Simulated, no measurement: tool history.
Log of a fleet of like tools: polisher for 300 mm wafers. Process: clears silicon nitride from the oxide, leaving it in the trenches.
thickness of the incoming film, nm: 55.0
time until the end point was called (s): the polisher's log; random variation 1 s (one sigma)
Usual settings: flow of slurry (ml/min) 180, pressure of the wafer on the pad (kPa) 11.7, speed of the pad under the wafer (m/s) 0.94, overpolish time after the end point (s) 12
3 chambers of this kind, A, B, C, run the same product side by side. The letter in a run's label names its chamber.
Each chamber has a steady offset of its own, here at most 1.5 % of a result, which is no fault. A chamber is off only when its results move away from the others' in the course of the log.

run,hour,flow of slurry (ml/min),pressure of the wafer on the pad (kPa),speed of the pad under the wafer (m/s),overpolish time after the end point (s),time until the end point was called (s)
1A,5.5,180,11.7,0.94,12,112.320
2B,11.9,180,11.7,0.94,12,110.980
3C,19.8,180,11.7,0.94,12,113.590
4A,26.4,180,11.7,0.94,12,112.790
5B,34.8,180,11.7,0.94,12,111.620
6C,42.3,180,11.7,0.94,12,111.940
7A,49.3,180,11.7,0.94,12,112.710
8B,55.1,180,11.7,0.94,12,112.320
9C,64.2,180,11.7,0.94,12,111.950
10B,73.6,180,11.7,0.94,12,112.590
# hour 74.8: chamber C: head pressure recalibrated
# hour 76.7: chamber B: worn pad replaced by a new one
# hour 79.3: chamber C: worn pad replaced by a new one
11C,83.1,180,11.7,0.94,12,114.350
12A,88.4,180,11.7,0.94,12,118.360
13A,95.6,180,11.7,0.94,12,115.930
14B,105.3,180,8.3,0.94,12,157.900
# hour 106.3: chamber B: head pressure recalibrated
15C,115.8,180,8.3,0.94,12,161.680
16B,122.1,180,8.3,0.94,12,157.210
17A,132.0,180,11.7,0.94,12,119.680
18C,141.1,180,11.7,0.94,12,113.050
19C,149.0,180,13.8,0.94,12,97.653
20B,153.7,180,13.8,0.94,12,95.551
21A,159.6,180,13.8,0.94,12,103.030

Next, every chamber runs the same settings. What will each give?
22A,167.2,180,11.7,0.94,9,?
22B,167.2,180,11.7,0.94,9,?
22C,167.2,180,11.7,0.94,9,?

run,time until the end point was called (s)
22A,121.820
22B,112.390
22C,112.680
